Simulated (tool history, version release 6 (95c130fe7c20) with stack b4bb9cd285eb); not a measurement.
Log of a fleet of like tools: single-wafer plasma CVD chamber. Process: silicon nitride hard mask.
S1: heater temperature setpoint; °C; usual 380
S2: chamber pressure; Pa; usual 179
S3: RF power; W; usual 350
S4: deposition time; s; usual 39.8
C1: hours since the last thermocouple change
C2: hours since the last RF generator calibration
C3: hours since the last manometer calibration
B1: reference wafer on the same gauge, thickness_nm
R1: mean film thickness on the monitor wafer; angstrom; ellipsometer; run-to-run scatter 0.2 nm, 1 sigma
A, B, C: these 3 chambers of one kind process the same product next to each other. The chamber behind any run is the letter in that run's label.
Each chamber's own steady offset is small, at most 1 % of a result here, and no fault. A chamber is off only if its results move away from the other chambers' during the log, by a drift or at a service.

run,day,S1,S2,S3,S4,C1,C2,C3,B1,R1
1C,0.438,380,179,350,39.8,1483.1,1199.8,986.2,48.392,485.07
2A,0.650,380,179,350,39.8,1774.0,888.9,609.0,48.409,481.36
3B,1.133,380,179,350,39.8,1669.0,190.6,388.6,48.435,489.41
4B,1.488,380,179,350,39.8,1677.5,199.1,397.1,48.409,489.10
5A,1.712,380,179,350,39.8,1799.5,914.4,634.5,48.437,478.36
6C,1.929,380,179,350,39.8,1518.9,1235.6,1022.0,48.399,484.27
7B,2.171,380,179,350,39.8,1693.9,215.5,413.5,48.386,488.24
8A,2.458,380,179,350,39.8,1817.4,932.3,652.4,48.405,481.33
9C,2.929,380,179,350,39.8,1542.9,1259.6,1046.0,48.310,484.87
10B,3.175,380,179,350,39.8,1718.0,239.6,437.6,48.394,490.83
11A,3.625,380,179,350,39.8,1845.4,960.3,680.4,48.414,480.36
12C,3.846,380,179,350,39.8,1564.9,1281.6,1068.0,48.389,480.88
13C,4.175,380,179,350,39.8,1572.8,1289.5,1075.9,48.418,479.09
14B,4.479,380,212,395,39.8,1749.3,270.9,468.9,48.411,551.91
15A,4.808,380,212,395,39.8,1873.8,988.7,708.8,48.368,543.18
16A,5.054,380,212,395,39.8,1879.7,994.6,714.7,48.423,543.95
17C,5.396,380,179,350,39.8,1602.1,1318.8,1105.2,48.377,477.69
18B,5.675,370,179,350,35.8,1778.0,299.6,497.6,48.424,439.08
19C,5.971,370,179,350,35.8,1615.9,1332.6,1119.0,48.394,429.41
20A,6.196,370,179,350,35.8,1907.1,1022.0,742.1,48.336,433.25
21B,6.654,380,165,350,45.6,1801.5,323.1,521.1,48.387,541.64
22B,7.042,380,165,350,45.6,1810.8,332.4,530.4,48.381,549.76
23A,7.454,380,165,350,45.6,1937.3,1052.2,772.3,48.378,538.02

The same settings go to every chamber for the next run, one line per chamber below. Forecast the results for each:
24A,7.800,380,179,350,39.8,,,,,?
24B,7.800,380,179,350,39.8,,,,,?
24C,7.800,380,179,350,39.8,,,,,?

run,R1
24A,479.89
24B,490.24
24C,464.29

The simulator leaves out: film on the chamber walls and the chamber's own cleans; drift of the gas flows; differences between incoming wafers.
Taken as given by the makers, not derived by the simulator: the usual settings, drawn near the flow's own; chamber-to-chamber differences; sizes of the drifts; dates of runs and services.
